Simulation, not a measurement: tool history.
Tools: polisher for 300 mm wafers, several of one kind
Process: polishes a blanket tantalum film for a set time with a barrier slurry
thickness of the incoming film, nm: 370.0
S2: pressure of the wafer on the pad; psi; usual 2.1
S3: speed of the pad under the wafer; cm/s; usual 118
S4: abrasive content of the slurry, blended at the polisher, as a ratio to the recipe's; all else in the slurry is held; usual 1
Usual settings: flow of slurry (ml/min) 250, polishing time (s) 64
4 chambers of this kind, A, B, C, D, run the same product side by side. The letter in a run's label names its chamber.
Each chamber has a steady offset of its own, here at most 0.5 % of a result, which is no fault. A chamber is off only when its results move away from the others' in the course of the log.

run 1A day=0.512 | flow_of_slurry_(ml/min)=250 S2=2.1 S3=118 S4=1 polishing_time_(s)=64 | film_removed_(nm)=127.54
run 2D day=1.033 | flow_of_slurry_(ml/min)=250 S2=2.1 S3=118 S4=1 polishing_time_(s)=64 | film_removed_(nm)=126.61
run 3C day=1.446 | flow_of_slurry_(ml/min)=250 S2=2.1 S3=118 S4=1 polishing_time_(s)=64 | film_removed_(nm)=129.87
-- day=1.471 chamber A: head pressure recalibrated
-- day=1.483 chamber C: worn pad replaced by a new one
run 4B day=1.792 | flow_of_slurry_(ml/min)=250 S2=2.1 S3=118 S4=1 polishing_time_(s)=64 | film_removed_(nm)=130.91
-- day=1.908 chamber D: worn pad replaced by a new one
run 5C day=2.112 | flow_of_slurry_(ml/min)=250 S2=2.1 S3=118 S4=1 polishing_time_(s)=64 | film_removed_(nm)=127.32
-- day=2.162 chamber B: slurry nozzle cleaned
-- day=2.383 chamber D: slurry nozzle cleaned
-- day=2.646 chamber B: worn pad replaced by a new one
run 6A day=2.646 | flow_of_slurry_(ml/min)=250 S2=2.1 S3=118 S4=1 polishing_time_(s)=64 | film_removed_(nm)=130.29
run 7B day=3.154 | flow_of_slurry_(ml/min)=250 S2=2.1 S3=118 S4=1 polishing_time_(s)=64 | film_removed_(nm)=130.66
run 8D day=3.758 | flow_of_slurry_(ml/min)=250 S2=2.1 S3=118 S4=1 polishing_time_(s)=64 | film_removed_(nm)=127.89
run 9B day=4.212 | flow_of_slurry_(ml/min)=250 S2=2.1 S3=118 S4=1 polishing_time_(s)=64 | film_removed_(nm)=124
run 10C day=4.725 | flow_of_slurry_(ml/min)=250 S2=2.1 S3=118 S4=1 polishing_time_(s)=64 | film_removed_(nm)=122.74
-- day=4.942 chamber C: slurry blender recalibrated
-- day=5.117 chamber A: worn pad replaced by a new one
run 11D day=5.204 | flow_of_slurry_(ml/min)=250 S2=2.1 S3=118 S4=1 polishing_time_(s)=64 | film_removed_(nm)=125.82
run 12A day=5.638 | flow_of_slurry_(ml/min)=250 S2=2.1 S3=118 S4=1 polishing_time_(s)=64 | film_removed_(nm)=125.3
run 13A day=6.025 | flow_of_slurry_(ml/min)=250 S2=2.1 S3=118 S4=1 polishing_time_(s)=64 | film_removed_(nm)=126.32
-- day=6.15 chamber C: worn pad replaced by a new one
run 14B day=6.404 | flow_of_slurry_(ml/min)=250 S2=2.1 S3=118 S4=0.9 polishing_time_(s)=64 | film_removed_(nm)=121.3
run 15C day=6.721 | flow_of_slurry_(ml/min)=250 S2=2.1 S3=118 S4=0.9 polishing_time_(s)=64 | film_removed_(nm)=124.87
-- day=6.833 chamber A: slurry blender recalibrated
-- day=6.912 chamber D: worn pad replaced by a new one
-- day=7.283 chamber B: worn pad replaced by a new one
run 16D day=7.296 | flow_of_slurry_(ml/min)=250 S2=2.1 S3=118 S4=0.9 polishing_time_(s)=64 | film_removed_(nm)=122.95
run 17B day=7.75 | flow_of_slurry_(ml/min)=250 S2=2.1 S3=118 S4=0.9 polishing_time_(s)=64 | film_removed_(nm)=126.13
run 18D day=8.342 | flow_of_slurry_(ml/min)=250 S2=2.1 S3=118 S4=1 polishing_time_(s)=64 | film_removed_(nm)=131.15
run 19A day=8.642 | flow_of_slurry_(ml/min)=250 S2=2.1 S3=118 S4=1 polishing_time_(s)=64 | film_removed_(nm)=126.19
run 20C day=9.046 | flow_of_slurry_(ml/min)=250 S2=2.1 S3=118 S4=1 polishing_time_(s)=64 | film_removed_(nm)=127.28
run 21A day=9.404 | flow_of_slurry_(ml/min)=170 S2=2.1 S3=118 S4=1 polishing_time_(s)=50 | film_removed_(nm)=93.635
-- day=9.612 chamber A: worn pad replaced by a new one
run 22B day=9.825 | flow_of_slurry_(ml/min)=170 S2=2.1 S3=118 S4=1 polishing_time_(s)=50 | film_removed_(nm)=97.722
run 23C day=10.183 | flow_of_slurry_(ml/min)=170 S2=2.1 S3=118 S4=1 polishing_time_(s)=50 | film_removed_(nm)=93.87
run 24D day=10.588 | flow_of_slurry_(ml/min)=170 S2=2.1 S3=118 S4=1 polishing_time_(s)=50 | film_removed_(nm)=92.443
-- day=11.042 chamber B: worn pad replaced by a new one
run 25B day=11.079 | flow_of_slurry_(ml/min)=250 S2=2.1 S3=118 S4=1 polishing_time_(s)=64 | film_removed_(nm)=126.32
-- day=11.162 chamber D: slurry blender recalibrated
-- day=11.421 chamber C: worn pad replaced by a new one
run 26D day=11.696 | flow_of_slurry_(ml/min)=250 S2=2.1 S3=118 S4=1 polishing_time_(s)=64 | film_removed_(nm)=124.25
run 27A day=12.025 | flow_of_slurry_(ml/min)=250 S2=2.1 S3=118 S4=1 polishing_time_(s)=64 | film_removed_(nm)=125.93
run 28C day=12.592 | flow_of_slurry_(ml/min)=250 S2=2.1 S3=118 S4=1 polishing_time_(s)=64 | film_removed_(nm)=125.47
-- day=12.796 chamber D: worn pad replaced by a new one
run 29B day=12.967 | flow_of_slurry_(ml/min)=250 S2=1.8 S3=140 S4=1 polishing_time_(s)=64 | film_removed_(nm)=127.57
run 30A day=13.312 | flow_of_slurry_(ml/min)=250 S2=1.8 S3=140 S4=1 polishing_time_(s)=64 | film_removed_(nm)=129.66
-- day=13.383 chamber B: slurry nozzle cleaned
run 31D day=13.629 | flow_of_slurry_(ml/min)=250 S2=1.8 S3=140 S4=1 polishing_time_(s)=64 | film_removed_(nm)=127.98
run 32C day=13.988 | flow_of_slurry_(ml/min)=250 S2=1.8 S3=140 S4=1 polishing_time_(s)=64 | film_removed_(nm)=129.89
run 33C day=14.458 | flow_of_slurry_(ml/min)=250 S2=2.1 S3=118 S4=1 polishing_time_(s)=64 | film_removed_(nm)=127.37
run 34B day=14.808 | flow_of_slurry_(ml/min)=250 S2=2.1 S3=118 S4=1 polishing_time_(s)=64 | film_removed_(nm)=130.52
run 35D day=15.35 | flow_of_slurry_(ml/min)=250 S2=2.1 S3=118 S4=1 polishing_time_(s)=64 | film_removed_(nm)=127.64
-- day=15.408 chamber A: worn pad replaced by a new one
-- day=15.492 chamber B: worn pad replaced by a new one
run 36A day=15.912 | flow_of_slurry_(ml/min)=250 S2=2.1 S3=118 S4=1 polishing_time_(s)=57 | film_removed_(nm)=114.05
run 37B day=16.404 | flow_of_slurry_(ml/min)=250 S2=2.1 S3=118 S4=1 polishing_time_(s)=57 | film_removed_(nm)=114.73
-- day=16.854 chamber A: slurry blender recalibrated
run 38A day=16.954 | flow_of_slurry_(ml/min)=250 S2=2.1 S3=118 S4=1 polishing_time_(s)=57 | film_removed_(nm)=114.46

Is one chamber off against the others, does the gauge drift, or is nothing wrong? If a chamber is off, say which, and what the likeliest cause is.

No chamber stands off beyond its own small offset, and the gauge holds steady.

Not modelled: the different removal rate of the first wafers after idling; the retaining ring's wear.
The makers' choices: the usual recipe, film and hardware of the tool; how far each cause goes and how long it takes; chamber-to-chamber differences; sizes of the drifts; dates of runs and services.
